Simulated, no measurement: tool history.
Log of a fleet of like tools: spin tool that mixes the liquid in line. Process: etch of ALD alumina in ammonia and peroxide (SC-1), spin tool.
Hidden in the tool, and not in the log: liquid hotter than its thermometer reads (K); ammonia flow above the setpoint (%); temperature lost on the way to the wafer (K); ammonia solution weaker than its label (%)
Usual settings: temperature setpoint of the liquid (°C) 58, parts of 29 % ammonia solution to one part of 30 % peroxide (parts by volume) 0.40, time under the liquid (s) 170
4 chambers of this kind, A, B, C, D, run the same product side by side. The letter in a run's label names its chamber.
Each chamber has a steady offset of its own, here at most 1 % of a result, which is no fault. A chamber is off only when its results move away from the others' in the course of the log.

run    day  temperature setpoint of the liquid (°C)  parts of 29 % ammonia solution to one part of 30 % peroxide (parts by volume)  time under the liquid (s)  hours since the thermometer was replaced  hours since the ammonia flow meter was replaced  hours since the heated supply line was repaired  hours since the drum of ammonia solution was connected  read-back film thickness of the ALD alumina reference wafer, read on the same gauge (nm)  thickness taken off the ALD alumina on a monitor wafer (Å)
 1D  0.333                                       58                                                                           0.40                        170                                     788.1                                            318.5                                            280.6                                                   287.9                                                                                    39.981                                                      98.532
 2C  0.592                                       58                                                                           0.40                        170                                    2621.6                                           1198.8                                            548.7                                                   503.6                                                                                    39.999                                                      99.849
 3A  0.783                                       58                                                                           0.40                        170                                    1415.6                                           1728.0                                           2214.3                                                   468.4                                                                                    40.011                                                      99.604
 4B  1.042                                       58                                                                           0.40                        170                                     393.9                                           1133.4                                           2091.1                                                   464.0                                                                                    40.007                                                      99.451
 5D  1.304                                       58                                                                           0.40                        170                                     811.4                                            341.8                                            303.9                                                   311.2                                                                                    40.028                                                      99.981
 6B  1.679                                       58                                                                           0.40                        170                                     409.2                                           1148.7                                           2106.4                                                   479.3                                                                                    39.986                                                      99.050
 7A  1.925                                       58                                                                           0.40                        170                                    1443.0                                           1755.4                                           2241.7                                                   495.8                                                                                    40.004                                                     100.020
 8C  2.138                                       58                                                                           0.40                        170                                    2658.7                                           1235.9                                            585.8                                                   540.7                                                                                    39.995                                                      98.879
 9C  2.346                                       58                                                                           0.40                        170                                    2663.7                                           1240.9                                            590.8                                                   545.7                                                                                    39.974                                                      98.740
10A  2.667                                       58                                                                           0.55                        200                                    1460.8                                           1773.2                                           2259.5                                                   513.6                                                                                    39.995                                                     120.580
11B  3.050                                       58                                                                           0.55                        200                                     442.1                                           1181.6                                           2139.3                                                   512.2                                                                                    39.988                                                     119.780
12D  3.354                                       58                                                                           0.55                        200                                     860.6                                            391.0                                            353.1                                                   360.4                                                                                    39.971                                                     119.130
13A  3.788                                       58                                                                           0.55                        200                                    1487.7                                           1800.1                                           2286.4                                                   540.5                                                                                    40.036                                                     121.930
14D  3.996                                       58                                                                           0.40                        170                                     876.0                                            406.4                                            368.5                                                   375.8                                                                                    40.005                                                      97.522
     4.125  -- chamber B: ammonia flow meter replaced
15B  4.304                                       58                                                                           0.40                        170                                     472.2                                              4.3                                           2169.4                                                   542.3                                                                                    40.021                                                     100.080
16C  4.696                                       58                                                                           0.40                        170                                    2720.1                                           1297.3                                            647.2                                                   602.1                                                                                    40.003                                                     100.000
     4.983  -- chamber B: new drum of ammonia solution connected
17A  5.067                                       58                                                                           0.40                        170                                    1518.4                                           1830.8                                           2317.1                                                   571.2                                                                                    40.020                                                     101.390
18C  5.304                                       58                                                                           0.40                        170                                    2734.7                                           1311.9                                            661.8                                                   616.7                                                                                    40.027                                                      99.874
19D  5.717                                       58                                                                           0.40                        170                                     917.3                                            447.7                                            409.8                                                   417.1                                                                                    40.012                                                      97.761
20B  5.962                                       58                                                                           0.40                        170                                     512.0                                             44.1                                           2209.2                                                    23.5                                                                                    40.016                                                      98.778
     6.362  -- chamber A: ammonia flow meter replaced
21B  6.371                                       58                                                                           0.40                        170                                     521.8                                             53.9                                           2219.0                                                    33.3                                                                                    40.000                                                      99.377
22D  6.758                                       58                                                                           0.40                        170                                     942.3                                            472.7                                            434.8                                                   442.1                                                                                    39.996                                                      99.073
23C  7.000                                       58                                                                           0.40                        170                                    2775.4                                           1352.6                                            702.5                                                   657.4                                                                                    39.974                                                      98.861
24A  7.421                                       58                                                                           0.25                        170                                    1574.9                                             25.4                                           2373.6                                                   627.7                                                                                    40.006                                                     101.230
25C  7.804                                       58                                                                           0.25                        170                                    2794.7                                           1371.9                                            721.8                                                   676.7                                                                                    39.991                                                      94.809
26A  8.104                                       58                                                                           0.25                        170                                    1591.3                                             41.8                                           2390.0                                                   644.1                                                                                    39.988                                                     102.420
27B  8.325                                       58                                                                           0.25                        170                                     568.7                                            100.8                                           2265.9                                                    80.2                                                                                    39.979                                                      94.924
28D  8.550                                       58                                                                           0.40                        170                                     985.3                                            515.7                                            477.8                                                   485.1                                                                                    40.042                                                      98.596
29B  8.812                                       64                                                                           0.25                        170                                     580.4                                            112.5                                           2277.6                                                    91.9                                                                                    40.005                                                     128.380
30A  9.133                                       64                                                                           0.25                        170                                    1616.0                                             66.5                                           2414.7                                                   668.8                                                                                    40.015                                                     140.690

All 4 chambers run these settings next. Forecast each chamber's results:
31A  9.442                                       58                                                                           0.20                        170                                                                                                                                                                                                                                                                                                                                                         ?
31B  9.442                                       58                                                                           0.20                        170                                                                                                                                                                                                                                                                                                                                                         ?
31C  9.442                                       58                                                                           0.20                        170                                                                                                                                                                                                                                                                                                                                                         ?
31D  9.442                                       58                                                                           0.20                        170                                                                                                                                                                                                                                                                                                                                                         ?

run  thickness taken off the ALD alumina on a monitor wafer (Å)
31A                                                     103.890
31B                                                      91.992
31C                                                      92.907
31D                                                      91.483
